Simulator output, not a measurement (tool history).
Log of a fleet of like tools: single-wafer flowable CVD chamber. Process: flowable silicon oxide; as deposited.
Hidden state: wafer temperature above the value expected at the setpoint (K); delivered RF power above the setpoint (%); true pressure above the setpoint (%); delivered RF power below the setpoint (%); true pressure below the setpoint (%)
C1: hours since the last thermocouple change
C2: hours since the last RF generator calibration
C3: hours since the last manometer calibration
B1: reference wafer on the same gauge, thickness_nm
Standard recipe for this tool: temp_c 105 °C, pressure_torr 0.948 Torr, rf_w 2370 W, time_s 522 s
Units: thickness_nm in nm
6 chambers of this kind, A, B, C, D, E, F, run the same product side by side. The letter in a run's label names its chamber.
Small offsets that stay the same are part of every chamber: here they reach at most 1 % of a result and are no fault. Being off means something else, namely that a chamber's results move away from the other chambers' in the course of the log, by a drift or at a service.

Run 1F, day 0.425: usual settings; C1 694.3; C2 1297.1; C3 2261.2; B1 359.01. Result: thickness_nm 343.22 nm.
Run 2E, day 0.821: usual settings; C1 723.9; C2 1374.2; C3 556.6; B1 359.07. Result: thickness_nm 340.56 nm.
Run 3B, day 1.200: usual settings; C1 2366.7; C2 1551.3; C3 1553.8; B1 359.10. Result: thickness_nm 342.79 nm.
Run 4A, day 1.542: usual settings; C1 711.1; C2 434.6; C3 1295.5; B1 359.21. Result: thickness_nm 339.25 nm.
Run 5D, day 2.029: usual settings but rf_w 2755 W; C1 539.5; C2 889.7; C3 1300.2; B1 359.11. Result: thickness_nm 347.71 nm.
Run 6C, day 2.612: usual settings but rf_w 2755 W; C1 145.9; C2 304.9; C3 91.2; B1 359.36. Result: thickness_nm 346.94 nm.
Run 7D, day 2.962: usual settings but rf_w 2755 W; C1 561.9; C2 912.1; C3 1322.6; B1 359.49. Result: thickness_nm 347.49 nm.
Run 8A, day 3.279: usual settings but rf_w 2755 W; C1 752.8; C2 476.3; C3 1337.2; B1 359.51. Result: thickness_nm 346.90 nm.
Run 9C, day 3.725: usual settings but rf_w 2755 W; C1 172.6; C2 331.6; C3 117.9; B1 359.42. Result: thickness_nm 347.96 nm.
Run 10E, day 4.038: usual settings but rf_w 2755 W; C1 801.1; C2 1451.4; C3 633.8; B1 359.52. Result: thickness_nm 348.34 nm.
Run 11F, day 4.408: usual settings; C1 789.9; C2 1392.7; C3 2356.8; B1 359.50. Result: thickness_nm 342.04 nm.
At day 4.571: chamber B: thermocouple changed; heater temperature recalibrated.
Run 12B, day 4.821: usual settings; C1 6.1; C2 1638.2; C3 1640.7; B1 359.87. Result: thickness_nm 342.58 nm.
Run 13E, day 5.425: usual settings; C1 834.4; C2 1484.7; C3 667.1; B1 359.72. Result: thickness_nm 340.80 nm.
At day 5.442: chamber F: capacitance manometer re-zeroed and calibrated.
Run 14C, day 5.779: usual settings; C1 221.9; C2 380.9; C3 167.2; B1 359.85. Result: thickness_nm 340.97 nm.
Run 15D, day 6.225: usual settings; C1 640.2; C2 990.4; C3 1400.9; B1 359.93. Result: thickness_nm 340.00 nm.
Run 16F, day 6.842: usual settings; C1 848.3; C2 1451.1; C3 33.7; B1 359.80. Result: thickness_nm 343.16 nm.
Run 17B, day 7.354: usual settings; C1 66.9; C2 1699.0; C3 1701.5; B1 359.89. Result: thickness_nm 341.59 nm.
Run 18A, day 7.833: usual settings; C1 862.1; C2 585.6; C3 1446.5; B1 360.20. Result: thickness_nm 340.82 nm.
Run 19F, day 8.308: usual settings; C1 883.5; C2 1486.3; C3 68.9; B1 360.21. Result: thickness_nm 342.43 nm.
Run 20A, day 8.788: usual settings; C1 885.0; C2 608.5; C3 1469.4; B1 360.19. Result: thickness_nm 339.73 nm.
Run 21C, day 9.342: usual settings; C1 307.4; C2 466.4; C3 252.7; B1 360.25. Result: thickness_nm 341.87 nm.
Run 22B, day 9.733: usual settings but temp_c 94 °C, rf_w 2535 W; C1 124.0; C2 1756.1; C3 1758.6; B1 360.34. Result: thickness_nm 494.56 nm.
Run 23D, day 10.325: usual settings but temp_c 94 °C, rf_w 2535 W; C1 738.6; C2 1088.8; C3 1499.3; B1 360.56. Result: thickness_nm 496.57 nm.
Run 24E, day 10.829: usual settings but temp_c 94 °C, rf_w 2535 W; C1 964.1; C2 1614.4; C3 796.8; B1 360.46. Result: thickness_nm 498.65 nm.
Run 25C, day 11.188: usual settings but temp_c 94 °C, rf_w 2535 W; C1 351.7; C2 510.7; C3 297.0; B1 360.50. Result: thickness_nm 498.43 nm.
Run 26E, day 11.850: usual settings but temp_c 94 °C, rf_w 2535 W; C1 988.6; C2 1638.9; C3 821.3; B1 360.70. Result: thickness_nm 497.14 nm.
Run 27A, day 12.442: usual settings but temp_c 94 °C, rf_w 2535 W; C1 972.7; C2 696.2; C3 1557.1; B1 360.65. Result: thickness_nm 494.57 nm.
Run 28F, day 12.867: usual settings; C1 992.9; C2 1595.7; C3 178.3; B1 360.66. Result: thickness_nm 343.98 nm.
Run 29D, day 13.196: usual settings; C1 807.5; C2 1157.7; C3 1568.2; B1 360.84. Result: thickness_nm 343.14 nm.
Run 30B, day 13.542: usual settings but time_s 565 s; C1 215.4; C2 1847.5; C3 1850.0; B1 360.91. Result: thickness_nm 371.00 nm.
Run 31E, day 14.100: usual settings but time_s 565 s; C1 1042.6; C2 1692.9; C3 875.3; B1 360.84. Result: thickness_nm 371.03 nm.
Run 32B, day 14.521: usual settings but time_s 565 s; C1 238.9; C2 1871.0; C3 1873.5; B1 360.85. Result: thickness_nm 371.25 nm.
Run 33F, day 15.146: usual settings but time_s 565 s; C1 1047.6; C2 1650.4; C3 233.0; B1 361.35. Result: thickness_nm 372.30 nm.
Run 34A, day 15.750: usual settings but time_s 565 s; C1 1052.1; C2 775.6; C3 1636.5; B1 361.05. Result: thickness_nm 369.78 nm.
Run 35D, day 16.262: usual settings but time_s 565 s; C1 881.1; C2 1231.3; C3 1641.8; B1 361.11. Result: thickness_nm 371.37 nm.
Run 36C, day 16.662: usual settings; C1 483.1; C2 642.1; C3 428.4; B1 361.19. Result: thickness_nm 342.68 nm.
Run 37E, day 16.983: usual settings; C1 1111.8; C2 1762.1; C3 944.5; B1 361.34. Result: thickness_nm 342.81 nm.
Run 38A, day 17.525: usual settings; C1 1094.7; C2 818.2; C3 1679.1; B1 361.47. Result: thickness_nm 342.07 nm.
Run 39C, day 17.842: usual settings; C1 511.4; C2 670.4; C3 456.7; B1 361.20. Result: thickness_nm 342.47 nm.

Read the log: is a single chamber off, either drifting away or since a service, is the gauge that measures every chamber drifting, or is nothing wrong beyond small per-chamber offsets? Name any odd chamber and what most likely caused it.

Every chamber seems to shift together because the gauge that measures them all drifts; the chambers themselves are fine.
Most likely cause: gauge reads high (%) = 0.705.
